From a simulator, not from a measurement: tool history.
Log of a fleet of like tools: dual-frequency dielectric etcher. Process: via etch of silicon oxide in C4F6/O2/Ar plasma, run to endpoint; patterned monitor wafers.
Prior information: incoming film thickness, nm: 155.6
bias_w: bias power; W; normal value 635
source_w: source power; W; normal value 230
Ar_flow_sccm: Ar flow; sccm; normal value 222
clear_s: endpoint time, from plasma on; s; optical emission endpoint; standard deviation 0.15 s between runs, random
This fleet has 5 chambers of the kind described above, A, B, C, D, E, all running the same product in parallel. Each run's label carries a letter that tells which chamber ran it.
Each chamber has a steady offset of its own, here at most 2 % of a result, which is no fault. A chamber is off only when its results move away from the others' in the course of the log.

run,hour,bias_w,source_w,Ar_flow_sccm,clear_s
1B,3.7,635,230,222,36.242
2A,7.2,635,230,222,36.848
3D,11.5,635,230,222,37.224
4E,18.2,635,230,222,37.031
5C,21.8,635,230,222,37.352
6A,27.7,635,230,222,36.769
7C,32.6,635,230,222,37.530
8D,39.3,635,230,222,37.176
9B,45.3,635,230,222,36.120
10E,52.9,635,230,222,37.021
11C,60.4,771,230,222,34.811
# hour 65.2: chamber C: bias power generator calibrated
12B,66.1,771,230,222,33.422
13D,72.5,771,230,222,34.389
14A,77.9,771,230,222,34.260
15E,83.4,771,230,222,34.355
16D,90.7,700,230,222,35.823
17A,95.0,700,230,222,35.338
18E,102.5,700,230,222,35.600
# hour 105.5: chamber A: wet clean of the chamber
19B,108.3,700,230,222,34.832
20C,114.6,700,230,222,36.155
# hour 115.5: chamber B: wet clean of the chamber
21B,119.8,635,230,222,36.336
22A,123.1,635,230,222,37.188
23D,129.5,635,230,222,37.219
24E,136.7,635,230,222,37.011
25C,143.0,750,280,222,32.448
26B,148.9,750,280,222,31.690
27E,154.5,750,280,222,32.215
28C,161.5,750,280,222,32.713
29A,166.9,750,280,222,32.193
30D,173.0,635,230,222,37.270
31D,179.7,635,230,222,37.212

Is one chamber off against the others, does the gauge drift, or is nothing wrong? If a chamber is off, say which, and what the likeliest cause is.

Neither any chamber nor the gauge drifts; the chambers differ only by their own small, steady offsets.
